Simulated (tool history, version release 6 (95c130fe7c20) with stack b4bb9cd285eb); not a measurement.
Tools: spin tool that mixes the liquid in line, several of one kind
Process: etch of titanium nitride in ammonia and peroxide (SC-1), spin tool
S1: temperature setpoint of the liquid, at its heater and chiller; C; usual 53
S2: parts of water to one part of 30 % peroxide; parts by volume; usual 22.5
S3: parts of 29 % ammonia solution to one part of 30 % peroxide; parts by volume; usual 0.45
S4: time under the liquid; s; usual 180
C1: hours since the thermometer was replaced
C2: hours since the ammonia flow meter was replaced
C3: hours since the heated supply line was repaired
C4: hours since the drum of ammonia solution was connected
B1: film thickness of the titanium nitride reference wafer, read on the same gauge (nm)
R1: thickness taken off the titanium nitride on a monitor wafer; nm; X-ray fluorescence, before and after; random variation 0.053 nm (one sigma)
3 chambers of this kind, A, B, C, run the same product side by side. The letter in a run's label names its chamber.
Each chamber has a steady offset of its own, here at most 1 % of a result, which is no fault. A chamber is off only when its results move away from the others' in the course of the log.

run   hour  S1    S2    S3   S4      C1      C2      C3      C4      B1      R1
 1C    4.7  53  22.5  0.45  180   952.8   338.8  2582.6   108.8  49.994  5.4493
 2A   10.5  53  22.5  0.45  180   196.7   418.2  1458.6   726.2  50.009  5.4168
 3B   18.1  53  22.5  0.45  180   504.7   837.2   474.6   347.9  49.997  5.4488
 4C   24.0  53  22.5  0.45  180   972.1   358.1  2601.9   128.1  50.022  5.5039
 5A   31.5  53  22.5  0.45  180   217.7   439.2  1479.6   747.2  50.003  5.4232
 6B   39.6  53  22.5  0.45  180   526.2   858.7   496.1   369.4  50.008  5.4850
 7A   47.6  53  22.5  0.45  180   233.8   455.3  1495.7   763.3  50.019  5.4497
 8C   56.4  53  22.5  0.45  180  1004.5   390.5  2634.3   160.5  50.007  5.4041
 9B   65.0  53  22.5  0.45  180   551.6   884.1   521.5   394.8  50.031  5.4903
10C   70.2  53  16.5  0.45  180  1018.3   404.3  2648.1   174.3  50.001  6.5265
11B   78.1  53  16.5  0.45  180   564.7   897.2   534.6   407.9  50.005  6.4907
      81.9  -- chamber C: heated supply line repaired
12A   82.9  53  16.5  0.45  180   269.1   490.6  1531.0   798.6  49.967  6.5435
13C   89.5  53  22.5  0.45  180  1037.6   423.6     7.7   193.6  49.984  5.5546
14A   95.8  53  22.5  0.45  180   282.0   503.5  1543.9   811.5  49.974  5.3898
15B  104.9  53  22.5  0.45  180   591.5   924.0   561.4   434.7  49.995  5.3562
16A  111.6  53  22.5  0.45  180   297.8   519.3  1559.7   827.3  49.990  5.3944
17C  116.8  53  22.5  0.45  180  1064.9   450.9    35.0   220.9  49.991  5.5145
18B  121.1  53  22.5  0.45  180   607.7   940.2   577.6   450.9  50.001  5.3669
19C  130.1  53  22.5  0.45  180  1078.2   464.2    48.3   234.2  50.025  5.4751
20A  139.2  53  22.5  0.45  180   325.4   546.9  1587.3   854.9  50.008  5.4218
21B  143.3  53  22.5  0.45  225   629.9   962.4   599.8   473.1  49.990  6.7015
22C  148.4  53  22.5  0.45  225  1096.5   482.5    66.6   252.5  49.992  6.9473
23B  156.6  53  22.5  0.45  225   643.2   975.7   613.1   486.4  49.994  6.5810
24A  162.2  53  22.5  0.45  180   348.4   569.9  1610.3   877.9  49.986  5.4040
25B  170.9  53  22.5  0.55  110   657.5   990.0   627.4   500.7  49.992  3.3823
26A  179.3  53  22.5  0.55  110   365.5   587.0  1627.4   895.0  50.011  3.4293
27C  187.2  53  22.5  0.55  110  1135.3   521.3   105.4   291.3  50.004  3.5510
28B  195.6  53  22.5  0.60  180   682.2  1014.7   652.1   525.4  50.010  5.5198
29C  202.5  53  22.5  0.60  180  1150.6   536.6   120.7   306.6  49.992  5.8200
30A  211.1  53  22.5  0.60  180   397.3   618.8  1659.2   926.8  50.012  5.6547
     216.1  -- chamber C: ammonia flow meter replaced
31B  219.4  53  22.5  0.45  180   706.0  1038.5   675.9   549.2  50.011  5.1729
32A  224.2  53  22.5  0.45  180   410.4   631.9  1672.3   939.9  50.007  5.4261
33C  232.7  53  22.5  0.60  180  1180.8    16.7   150.9   336.8  50.009  5.7983
34A  237.6  53  22.5  0.60  180   423.8   645.3  1685.7   953.3  50.009  5.7622
35B  245.2  53  22.5  0.60  180   731.8  1064.3   701.7   575.0  50.003  5.4196
36C  253.4  53  32.5  0.45  180  1201.5    37.4   171.6   357.5  49.991  4.5315
37A  260.7  53  32.5  0.45  180   446.9   668.4  1708.8   976.4  49.995  4.4888
38B  269.9  53  32.5  0.45  180   756.5  1089.0   726.4   599.7  49.989  4.1678
39C  277.5  53  22.5  0.45  180  1225.6    61.5   195.7   381.6  50.006  5.5066
40C  284.5  53  22.5  0.45  180  1232.6    68.5   202.7   388.6  50.023  5.5104
41A  289.7  53  22.5  0.45  180   475.9   697.4  1737.8  1005.4  50.001  5.4097

Is one chamber off against the others, does the gauge drift, or is nothing wrong? If a chamber is off, say which, and what the likeliest cause is.

Chamber B drifts away from the others.
Cause: liquid colder than its thermometer reads (K) = 0.943.
The log may not tell that from: temperature lost on the way to the wafer (K).

Here are 4 candidates for chamber B's next run, each the usual settings with a change, their results left as question marks. Which one brings its results back in line with what the others give on the usual settings?
In line means no further than this from the other chambers' mean on the usual settings: R1 0.1900 nm
42B-1  296.4  53  22.5  0.45  210                       ?
42B-2  296.4  53  25.0  0.45  180                       ?
42B-3  296.4  53  20.0  0.45  180                       ?
42B-4  296.4  52  23.0  0.45  170                       ?

The other chambers' mean on the usual settings: R1 5.4722 nm
  run      R1
42B-1  5.9265
42B-2  4.7864
42B-3  5.4268
42B-4  4.4195
42B-3 brings the chamber back in line.

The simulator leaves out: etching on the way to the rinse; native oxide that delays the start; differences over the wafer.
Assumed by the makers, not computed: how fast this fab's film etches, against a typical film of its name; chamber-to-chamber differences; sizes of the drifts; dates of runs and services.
